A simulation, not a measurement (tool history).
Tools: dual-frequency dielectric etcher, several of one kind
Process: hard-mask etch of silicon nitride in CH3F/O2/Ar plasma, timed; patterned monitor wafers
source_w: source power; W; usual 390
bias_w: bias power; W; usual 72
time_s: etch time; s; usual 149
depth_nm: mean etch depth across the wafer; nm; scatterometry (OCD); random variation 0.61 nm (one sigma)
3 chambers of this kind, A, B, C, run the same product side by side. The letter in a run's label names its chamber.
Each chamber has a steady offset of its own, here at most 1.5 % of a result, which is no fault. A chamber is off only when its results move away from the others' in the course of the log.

| run | hour | source_w | bias_w | time_s | read-back reference wafer on the same gauge, depth_nm | depth_nm |
|---|---|---|---|---|---|---|
| 1C | 4.8 | 390 | 72 | 149 | 116.09 | 103.44 |
| 2A | 10.4 | 390 | 72 | 149 | 116.17 | 104.45 |
| 3B | 18.1 | 390 | 72 | 149 | 116.02 | 103.05 |
| 4B | 26 | 390 | 72 | 149 | 115.92 | 102.33 |
| 5A | 34.9 | 390 | 72 | 149 | 115.94 | 104.58 |
| 6C | 41.9 | 390 | 72 | 149 | 115.78 | 103.17 |
| 7C | 48 | 390 | 72 | 149 | 116.04 | 103.02 |
| 8A | 53 | 390 | 72 | 149 | 116.06 | 103.25 |
| 9B | 59.4 | 390 | 72 | 149 | 115.96 | 102.91 |
| 10B | 65.8 | 390 | 72 | 149 | 115.93 | 102.28 |
| 11A | 71.9 | 390 | 72 | 116.5 | 115.95 | 81.478 |
| 12C | 80.1 | 390 | 72 | 116.5 | 115.85 | 79.981 |
| 13A | 86.2 | 390 | 72 | 116.5 | 115.92 | 81.502 |
| 14B | 94.8 | 390 | 72 | 149 | 115.92 | 102.41 |
| 15C | 102.8 | 390 | 72 | 149 | 116.08 | 103.88 |
| 16C | 111.3 | 390 | 72 | 134 | 116.01 | 93.012 |
| 17A | 115.4 | 390 | 72 | 134 | 115.84 | 93.36 |
| 18B | 121.2 | 390 | 72 | 134 | 116.05 | 91.297 |
| 19B | 125.7 | 390 | 72 | 131.5 | 115.99 | 90.343 |
| 20A | 132.5 | 390 | 72 | 131.5 | 116.07 | 91.501 |
| 21C | 140.2 | 390 | 72 | 131.5 | 116.03 | 91.257 |
| 22C | 148.3 | 390 | 72 | 149 | 115.96 | 104.41 |
|  | 153.7 | chamber C: wet clean of the chamber |
| 23B | 154.7 | 390 | 72 | 149 | 116.07 | 102.98 |
| 24A | 160.7 | 390 | 72 | 149 | 115.98 | 105.08 |
| 25B | 166.2 | 390 | 78 | 131.5 | 116.16 | 93.055 |
| 26C | 173 | 390 | 78 | 131.5 | 116.16 | 94.275 |
| 27A | 181 | 390 | 78 | 131.5 | 116.01 | 94.074 |

Next, every chamber runs the same settings. What will each give?
| 28A | 187.5 | 390 | 72 | 149 |  | ? |
| 28B | 187.5 | 390 | 72 | 149 |  | ? |
| 28C | 187.5 | 390 | 72 | 149 |  | ? |

| run | depth_nm |
|---|---|
| 28A | 103.13 |
| 28B | 100.86 |
| 28C | 103 |

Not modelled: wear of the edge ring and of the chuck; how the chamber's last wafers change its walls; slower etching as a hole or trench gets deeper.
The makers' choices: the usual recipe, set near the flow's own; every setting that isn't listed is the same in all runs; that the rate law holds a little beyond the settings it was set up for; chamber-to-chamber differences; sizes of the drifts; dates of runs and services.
